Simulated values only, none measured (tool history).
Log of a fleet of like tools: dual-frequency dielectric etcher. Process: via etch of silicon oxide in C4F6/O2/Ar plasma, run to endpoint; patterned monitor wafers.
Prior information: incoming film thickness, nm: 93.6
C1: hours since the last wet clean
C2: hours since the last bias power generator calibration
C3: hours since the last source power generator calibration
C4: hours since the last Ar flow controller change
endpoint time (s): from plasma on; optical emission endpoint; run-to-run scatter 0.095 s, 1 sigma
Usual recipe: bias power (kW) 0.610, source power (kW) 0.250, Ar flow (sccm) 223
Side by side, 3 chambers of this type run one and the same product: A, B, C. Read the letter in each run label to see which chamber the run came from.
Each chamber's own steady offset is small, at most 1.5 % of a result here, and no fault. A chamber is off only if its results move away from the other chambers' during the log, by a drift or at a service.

Run 1A, day 0.162: usual settings; C1 369.2; C2 1186.6; C3 1405.9; C4 616.5. Result: endpoint time (s) 21.895.
Run 2C, day 0.279: usual settings; C1 613.4; C2 2904.1; C3 1133.7; C4 1747.4. Result: endpoint time (s) 22.058.
Run 3B, day 0.429: usual settings; C1 562.2; C2 1922.8; C3 1783.7; C4 2657.2. Result: endpoint time (s) 22.195.
Run 4C, day 0.604: usual settings; C1 621.2; C2 2911.9; C3 1141.5; C4 1755.2. Result: endpoint time (s) 21.760.
Run 5A, day 0.704: usual settings; C1 382.2; C2 1199.6; C3 1418.9; C4 629.5. Result: endpoint time (s) 22.036.
Run 6B, day 0.804: usual settings; C1 571.2; C2 1931.8; C3 1792.7; C4 2666.2. Result: endpoint time (s) 22.241.
Run 7C, day 0.975: usual settings but bias power (kW) 0.734, Ar flow (sccm) 261; C1 630.1; C2 2920.8; C3 1150.4; C4 1764.1. Result: endpoint time (s) 20.672.
Run 8A, day 1.050: usual settings but bias power (kW) 0.734, Ar flow (sccm) 261; C1 390.5; C2 1207.9; C3 1427.2; C4 637.8. Result: endpoint time (s) 21.020.
Run 9B, day 1.204: usual settings but bias power (kW) 0.734, Ar flow (sccm) 261; C1 580.8; C2 1941.4; C3 1802.3; C4 2675.8. Result: endpoint time (s) 21.007.
Run 10A, day 1.325: usual settings; C1 397.1; C2 1214.5; C3 1433.8; C4 644.4. Result: endpoint time (s) 22.042.
Run 11B, day 1.421: usual settings but source power (kW) 0.280; C1 586.0; C2 1946.6; C3 1807.5; C4 2681.0. Result: endpoint time (s) 21.324.
At day 1.533: chamber C: wet clean of the chamber.
Run 12C, day 1.596: usual settings but source power (kW) 0.280; C1 1.6; C2 2935.7; C3 1165.3; C4 1779.0. Result: endpoint time (s) 21.059.
Run 13C, day 1.712: usual settings but source power (kW) 0.280; C1 4.4; C2 2938.5; C3 1168.1; C4 1781.8. Result: endpoint time (s) 20.879.
Run 14B, day 1.883: usual settings but Ar flow (sccm) 277; C1 597.1; C2 1957.7; C3 1818.6; C4 2692.1. Result: endpoint time (s) 22.874.
At day 1.921: chamber B: wet clean of the chamber.
Run 15A, day 2.000: usual settings but Ar flow (sccm) 277; C1 413.3; C2 1230.7; C3 1450.0; C4 660.6. Result: endpoint time (s) 22.670.
Run 16B, day 2.121: usual settings but Ar flow (sccm) 277; C1 4.8; C2 1963.4; C3 1824.3; C4 2697.8. Result: endpoint time (s) 22.589.
Run 17A, day 2.254: usual settings; C1 419.4; C2 1236.8; C3 1456.1; C4 666.7. Result: endpoint time (s) 22.250.
Run 18C, day 2.404: usual settings; C1 21.0; C2 2955.1; C3 1184.7; C4 1798.4. Result: endpoint time (s) 21.967.
Run 19C, day 2.562: usual settings; C1 24.8; C2 2958.9; C3 1188.5; C4 1802.2. Result: endpoint time (s) 21.919.
Run 20B, day 2.717: usual settings; C1 19.1; C2 1977.7; C3 1838.6; C4 2712.1. Result: endpoint time (s) 22.165.
Run 21A, day 2.862: usual settings; C1 434.0; C2 1251.4; C3 1470.7; C4 681.3. Result: endpoint time (s) 22.063.
Run 22A, day 2.958: usual settings; C1 436.3; C2 1253.7; C3 1473.0; C4 683.6. Result: endpoint time (s) 22.066.
Run 23B, day 3.083: usual settings but bias power (kW) 0.530, source power (kW) 0.270; C1 27.9; C2 1986.5; C3 1847.4; C4 2720.9. Result: endpoint time (s) 22.980.
Run 24C, day 3.179: usual settings but bias power (kW) 0.530, source power (kW) 0.270; C1 39.6; C2 2973.7; C3 1203.3; C4 1817.0. Result: endpoint time (s) 22.550.
Run 25C, day 3.308: usual settings but bias power (kW) 0.530, source power (kW) 0.270; C1 42.7; C2 2976.8; C3 1206.4; C4 1820.1. Result: endpoint time (s) 22.282.
Run 26A, day 3.404: usual settings; C1 447.0; C2 1264.4; C3 1483.7; C4 694.3. Result: endpoint time (s) 22.086.
Run 27B, day 3.517: usual settings; C1 38.3; C2 1996.9; C3 1857.8; C4 2731.3. Result: endpoint time (s) 22.181.
Run 28B, day 3.617: usual settings; C1 40.7; C2 1999.3; C3 1860.2; C4 2733.7. Result: endpoint time (s) 22.227.
Run 29A, day 3.792: usual settings but Ar flow (sccm) 203; C1 456.3; C2 1273.7; C3 1493.0; C4 703.6. Result: endpoint time (s) 21.833.
Run 30C, day 3.908: usual settings but Ar flow (sccm) 203; C1 57.1; C2 2991.2; C3 1220.8; C4 1834.5. Result: endpoint time (s) 21.676.
Run 31A, day 4.054: usual settings but Ar flow (sccm) 203; C1 462.6; C2 1280.0; C3 1499.3; C4 709.9. Result: endpoint time (s) 22.047.
Run 32B, day 4.162: usual settings; C1 53.8; C2 2012.4; C3 1873.3; C4 2746.8. Result: endpoint time (s) 22.130.
Run 33C, day 4.271: usual settings; C1 65.8; C2 2999.9; C3 1229.5; C4 1843.2. Result: endpoint time (s) 21.904.
Run 34A, day 4.412: usual settings; C1 471.2; C2 1288.6; C3 1507.9; C4 718.5. Result: endpoint time (s) 22.124.

The same settings go to every chamber for the next run, one line per chamber below. Forecast the results for each:
Run 35A, day 4.542: usual settings. Result: endpoint time (s) ?.
Run 35B, day 4.542: usual settings. Result: endpoint time (s) ?.
Run 35C, day 4.542: usual settings. Result: endpoint time (s) ?.

run  endpoint time (s)
35A             22.215
35B             22.289
35C             21.879
